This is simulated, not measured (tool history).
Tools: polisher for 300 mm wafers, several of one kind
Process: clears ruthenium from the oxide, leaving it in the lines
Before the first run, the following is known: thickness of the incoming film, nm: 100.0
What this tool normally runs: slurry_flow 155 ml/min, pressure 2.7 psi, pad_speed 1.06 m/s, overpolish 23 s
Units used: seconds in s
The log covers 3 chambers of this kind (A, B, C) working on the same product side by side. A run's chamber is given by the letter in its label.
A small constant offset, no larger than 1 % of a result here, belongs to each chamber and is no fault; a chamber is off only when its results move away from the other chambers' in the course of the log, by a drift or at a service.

{"run": "1B", "hour": 5.3, "slurry_flow": 155, "pressure": 2.7, "pad_speed": 1.06, "overpolish": 23, "seconds": 52.143}
{"hour": 8.0, "done": "chamber A: worn pad replaced by a new one"}
{"run": "2C", "hour": 9.0, "slurry_flow": 155, "pressure": 2.7, "pad_speed": 1.06, "overpolish": 23, "seconds": 51.468}
{"run": "3A", "hour": 14.2, "slurry_flow": 155, "pressure": 2.7, "pad_speed": 1.06, "overpolish": 23, "seconds": 52.714}
{"run": "4B", "hour": 17.3, "slurry_flow": 155, "pressure": 2.7, "pad_speed": 1.06, "overpolish": 23, "seconds": 52.375}
{"run": "5A", "hour": 20.8, "slurry_flow": 155, "pressure": 2.7, "pad_speed": 1.06, "overpolish": 23, "seconds": 52.314}
{"run": "6C", "hour": 24.2, "slurry_flow": 155, "pressure": 2.7, "pad_speed": 1.06, "overpolish": 23, "seconds": 51.959}
{"run": "7C", "hour": 27.5, "slurry_flow": 155, "pressure": 2.7, "pad_speed": 1.06, "overpolish": 23, "seconds": 51.922}
{"run": "8B", "hour": 30.4, "slurry_flow": 210, "pressure": 2.7, "pad_speed": 1.06, "overpolish": 29, "seconds": 49.068}
{"run": "9A", "hour": 34.9, "slurry_flow": 210, "pressure": 2.7, "pad_speed": 1.06, "overpolish": 29, "seconds": 50.149}
{"run": "10C", "hour": 38.9, "slurry_flow": 210, "pressure": 2.7, "pad_speed": 1.06, "overpolish": 29, "seconds": 48.059}
{"run": "11B", "hour": 41.5, "slurry_flow": 155, "pressure": 2.7, "pad_speed": 1.06, "overpolish": 23, "seconds": 52.008}
{"hour": 43.1, "done": "chamber A: head pressure recalibrated"}
{"run": "12A", "hour": 45.2, "slurry_flow": 155, "pressure": 2.7, "pad_speed": 1.06, "overpolish": 23, "seconds": 50.911}
{"run": "13A", "hour": 49.8, "slurry_flow": 155, "pressure": 2.7, "pad_speed": 1.24, "overpolish": 30, "seconds": 43.852}
{"run": "14B", "hour": 53.2, "slurry_flow": 155, "pressure": 2.7, "pad_speed": 1.24, "overpolish": 30, "seconds": 44.484}
{"run": "15C", "hour": 58.7, "slurry_flow": 155, "pressure": 2.7, "pad_speed": 1.24, "overpolish": 30, "seconds": 44.324}
{"run": "16B", "hour": 61.3, "slurry_flow": 155, "pressure": 2.7, "pad_speed": 1.06, "overpolish": 23, "seconds": 53.274}
{"run": "17A", "hour": 64.1, "slurry_flow": 155, "pressure": 2.7, "pad_speed": 1.06, "overpolish": 23, "seconds": 52.125}
{"run": "18C", "hour": 67.0, "slurry_flow": 155, "pressure": 2.7, "pad_speed": 1.06, "overpolish": 23, "seconds": 52.324}
{"run": "19A", "hour": 72.3, "slurry_flow": 155, "pressure": 2.7, "pad_speed": 1.06, "overpolish": 23, "seconds": 52.205}
{"hour": 75.8, "done": "chamber B: worn pad replaced by a new one"}
{"run": "20C", "hour": 76.4, "slurry_flow": 155, "pressure": 2.7, "pad_speed": 1.06, "overpolish": 23, "seconds": 49.994}
{"run": "21B", "hour": 81.3, "slurry_flow": 155, "pressure": 2.7, "pad_speed": 1.06, "overpolish": 23, "seconds": 52.478}
{"run": "22A", "hour": 86.5, "slurry_flow": 155, "pressure": 2.7, "pad_speed": 1.06, "overpolish": 23, "seconds": 51.226}
{"run": "23B", "hour": 90.0, "slurry_flow": 155, "pressure": 2.7, "pad_speed": 1.06, "overpolish": 23, "seconds": 51.814}
{"run": "24C", "hour": 93.6, "slurry_flow": 115, "pressure": 2.7, "pad_speed": 1.06, "overpolish": 23, "seconds": 54.377}
{"hour": 95.4, "done": "chamber A: worn pad replaced by a new one"}
{"run": "25B", "hour": 97.4, "slurry_flow": 115, "pressure": 2.7, "pad_speed": 1.06, "overpolish": 23, "seconds": 54.544}
{"run": "26A", "hour": 103.0, "slurry_flow": 115, "pressure": 2.7, "pad_speed": 1.06, "overpolish": 23, "seconds": 53.948}
{"hour": 105.1, "done": "chamber C: worn pad replaced by a new one"}
{"run": "27C", "hour": 106.0, "slurry_flow": 155, "pressure": 2.7, "pad_speed": 1.22, "overpolish": 10, "seconds": 44.24}

All chambers now run identical settings, listed one chamber a line with results as question marks. What results will each chamber show?
{"run": "28A", "hour": 110.0, "slurry_flow": 155, "pressure": 3.1, "pad_speed": 1.06, "overpolish": 23, "seconds": "?"}
{"run": "28B", "hour": 110.0, "slurry_flow": 155, "pressure": 3.1, "pad_speed": 1.06, "overpolish": 23, "seconds": "?"}
{"run": "28C", "hour": 110.0, "slurry_flow": 155, "pressure": 3.1, "pad_speed": 1.06, "overpolish": 23, "seconds": "?"}

run=28A seconds=43.528
run=28B seconds=46.115
run=28C seconds=44.98
